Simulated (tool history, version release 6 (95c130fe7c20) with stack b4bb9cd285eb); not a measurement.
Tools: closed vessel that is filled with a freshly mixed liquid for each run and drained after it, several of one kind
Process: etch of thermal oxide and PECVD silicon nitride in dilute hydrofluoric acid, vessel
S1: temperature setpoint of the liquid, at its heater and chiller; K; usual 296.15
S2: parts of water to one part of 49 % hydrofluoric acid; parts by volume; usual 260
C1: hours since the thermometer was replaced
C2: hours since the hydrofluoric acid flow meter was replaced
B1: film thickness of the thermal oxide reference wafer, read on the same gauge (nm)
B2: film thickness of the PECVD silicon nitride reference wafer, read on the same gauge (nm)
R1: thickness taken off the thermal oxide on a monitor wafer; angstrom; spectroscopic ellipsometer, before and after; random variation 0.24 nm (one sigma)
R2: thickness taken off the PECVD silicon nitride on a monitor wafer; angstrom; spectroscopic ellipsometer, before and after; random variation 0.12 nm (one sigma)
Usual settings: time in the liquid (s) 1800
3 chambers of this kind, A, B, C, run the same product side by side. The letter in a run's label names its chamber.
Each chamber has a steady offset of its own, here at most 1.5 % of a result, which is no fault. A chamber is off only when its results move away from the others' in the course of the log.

{"run": "1C", "day": 0.242, "S1": 296.15, "S2": 260, "time in the liquid (s)": 1800, "C1": 317.5, "C2": 359.7, "B1": 100.02, "B2": 29.974, "R1": 273.1, "R2": 160.07}
{"run": "2B", "day": 0.65, "S1": 296.15, "S2": 260, "time in the liquid (s)": 1800, "C1": 267.5, "C2": 362.7, "B1": 100.03, "B2": 29.997, "R1": 269.34, "R2": 158.22}
{"run": "3A", "day": 1.025, "S1": 296.15, "S2": 260, "time in the liquid (s)": 1800, "C1": 1090.4, "C2": 111.2, "B1": 99.971, "B2": 29.971, "R1": 268.1, "R2": 159.88}
{"run": "4B", "day": 1.338, "S1": 296.15, "S2": 260, "time in the liquid (s)": 1800, "C1": 284, "C2": 379.2, "B1": 100.01, "B2": 30.022, "R1": 268.22, "R2": 159.11}
{"run": "5A", "day": 1.742, "S1": 296.15, "S2": 260, "time in the liquid (s)": 1800, "C1": 1107.6, "C2": 128.4, "B1": 100.03, "B2": 30.02, "R1": 267.79, "R2": 161.16}
{"run": "6C", "day": 2.108, "S1": 296.15, "S2": 260, "time in the liquid (s)": 1800, "C1": 362.3, "C2": 404.5, "B1": 100.01, "B2": 30.016, "R1": 271.47, "R2": 161.27}
{"run": "7C", "day": 2.342, "S1": 296.15, "S2": 260, "time in the liquid (s)": 1800, "C1": 367.9, "C2": 410.1, "B1": 99.99, "B2": 30.034, "R1": 272.75, "R2": 158.85}
{"run": "8B", "day": 2.692, "S1": 296.15, "S2": 260, "time in the liquid (s)": 1800, "C1": 316.5, "C2": 411.7, "B1": 100.02, "B2": 30.004, "R1": 266.64, "R2": 157.15}
{"run": "9A", "day": 3.179, "S1": 294.15, "S2": 165, "time in the liquid (s)": 1800, "C1": 1142.1, "C2": 162.9, "B1": 99.965, "B2": 29.993, "R1": 430.99, "R2": 222.54}
{"run": "10A", "day": 3.538, "S1": 294.15, "S2": 165, "time in the liquid (s)": 1800, "C1": 1150.7, "C2": 171.5, "B1": 100, "B2": 30.004, "R1": 445.59, "R2": 223.27}
{"run": "11B", "day": 3.904, "S1": 294.15, "S2": 165, "time in the liquid (s)": 1800, "C1": 345.6, "C2": 440.8, "B1": 100.01, "B2": 30.021, "R1": 435.87, "R2": 217.88}
{"day": 3.983, "done": "chamber B: hydrofluoric acid flow meter replaced"}
{"run": "12C", "day": 4.196, "S1": 296.15, "S2": 260, "time in the liquid (s)": 1800, "C1": 412.4, "C2": 454.6, "B1": 99.982, "B2": 30.004, "R1": 274.75, "R2": 160.48}
{"run": "13A", "day": 4.562, "S1": 296.15, "S2": 260, "time in the liquid (s)": 1800, "C1": 1175.3, "C2": 196.1, "B1": 100.01, "B2": 29.99, "R1": 278.47, "R2": 164.53}
{"run": "14B", "day": 4.892, "S1": 296.15, "S2": 260, "time in the liquid (s)": 1800, "C1": 369.3, "C2": 21.8, "B1": 100, "B2": 29.988, "R1": 270.84, "R2": 159.13}
{"run": "15C", "day": 5.346, "S1": 296.15, "S2": 260, "time in the liquid (s)": 1800, "C1": 440, "C2": 482.2, "B1": 100.01, "B2": 30.024, "R1": 270.5, "R2": 159.83}
{"run": "16A", "day": 5.771, "S1": 296.15, "S2": 260, "time in the liquid (s)": 1800, "C1": 1204.3, "C2": 225.1, "B1": 99.985, "B2": 29.956, "R1": 283.36, "R2": 166.3}
{"run": "17B", "day": 6.217, "S1": 296.15, "S2": 260, "time in the liquid (s)": 1800, "C1": 401.1, "C2": 53.6, "B1": 99.981, "B2": 29.983, "R1": 270.51, "R2": 158.32}
{"run": "18C", "day": 6.433, "S1": 296.15, "S2": 260, "time in the liquid (s)": 1800, "C1": 466.1, "C2": 508.3, "B1": 99.947, "B2": 29.992, "R1": 273.96, "R2": 159.44}
{"run": "19A", "day": 6.858, "S1": 296.15, "S2": 260, "time in the liquid (s)": 2500, "C1": 1230.4, "C2": 251.2, "B1": 100.02, "B2": 30.014, "R1": 404.12, "R2": 234.75}
{"run": "20C", "day": 7.179, "S1": 296.15, "S2": 260, "time in the liquid (s)": 2500, "C1": 484, "C2": 526.2, "B1": 100.02, "B2": 30.006, "R1": 380.27, "R2": 222.46}
{"run": "21B", "day": 7.517, "S1": 296.15, "S2": 260, "time in the liquid (s)": 2500, "C1": 432.3, "C2": 84.8, "B1": 100.02, "B2": 29.968, "R1": 375.19, "R2": 221.57}
{"run": "22A", "day": 7.85, "S1": 296.15, "S2": 260, "time in the liquid (s)": 1800, "C1": 1254.2, "C2": 275, "B1": 99.985, "B2": 29.995, "R1": 296.59, "R2": 173.09}
{"run": "23C", "day": 8.062, "S1": 296.15, "S2": 260, "time in the liquid (s)": 1800, "C1": 505.2, "C2": 547.4, "B1": 100.03, "B2": 30.016, "R1": 274.78, "R2": 159.92}
{"run": "24B", "day": 8.321, "S1": 296.15, "S2": 260, "time in the liquid (s)": 1800, "C1": 451.6, "C2": 104.1, "B1": 99.977, "B2": 29.989, "R1": 272.5, "R2": 158.61}
{"run": "25C", "day": 8.7, "S1": 296.15, "S2": 260, "time in the liquid (s)": 1800, "C1": 520.5, "C2": 562.7, "B1": 99.995, "B2": 30.01, "R1": 274.25, "R2": 157.84}
{"run": "26A", "day": 9.067, "S1": 296.15, "S2": 260, "time in the liquid (s)": 1800, "C1": 1283.4, "C2": 304.2, "B1": 99.974, "B2": 29.996, "R1": 291.27, "R2": 174.03}
{"run": "27B", "day": 9.392, "S1": 296.15, "S2": 260, "time in the liquid (s)": 1800, "C1": 477.3, "C2": 129.8, "B1": 100.04, "B2": 29.967, "R1": 265.24, "R2": 160.21}
{"run": "28C", "day": 9.871, "S1": 296.15, "S2": 260, "time in the liquid (s)": 1800, "C1": 548.6, "C2": 590.8, "B1": 100.04, "B2": 29.977, "R1": 272.94, "R2": 158.53}

All 3 chambers run these settings next. Forecast each chamber's results:
{"run": "29A", "day": 10.225, "S1": 296.15, "S2": 260, "time in the liquid (s)": 1800, "R1": "?", "R2": "?"}
{"run": "29B", "day": 10.225, "S1": 296.15, "S2": 260, "time in the liquid (s)": 1800, "R1": "?", "R2": "?"}
{"run": "29C", "day": 10.225, "S1": 296.15, "S2": 260, "time in the liquid (s)": 1800, "R1": "?", "R2": "?"}

run=29A R1=298.64 R2=174.11
run=29B R1=270.89 R2=158.4
run=29C R1=271.09 R2=159.93
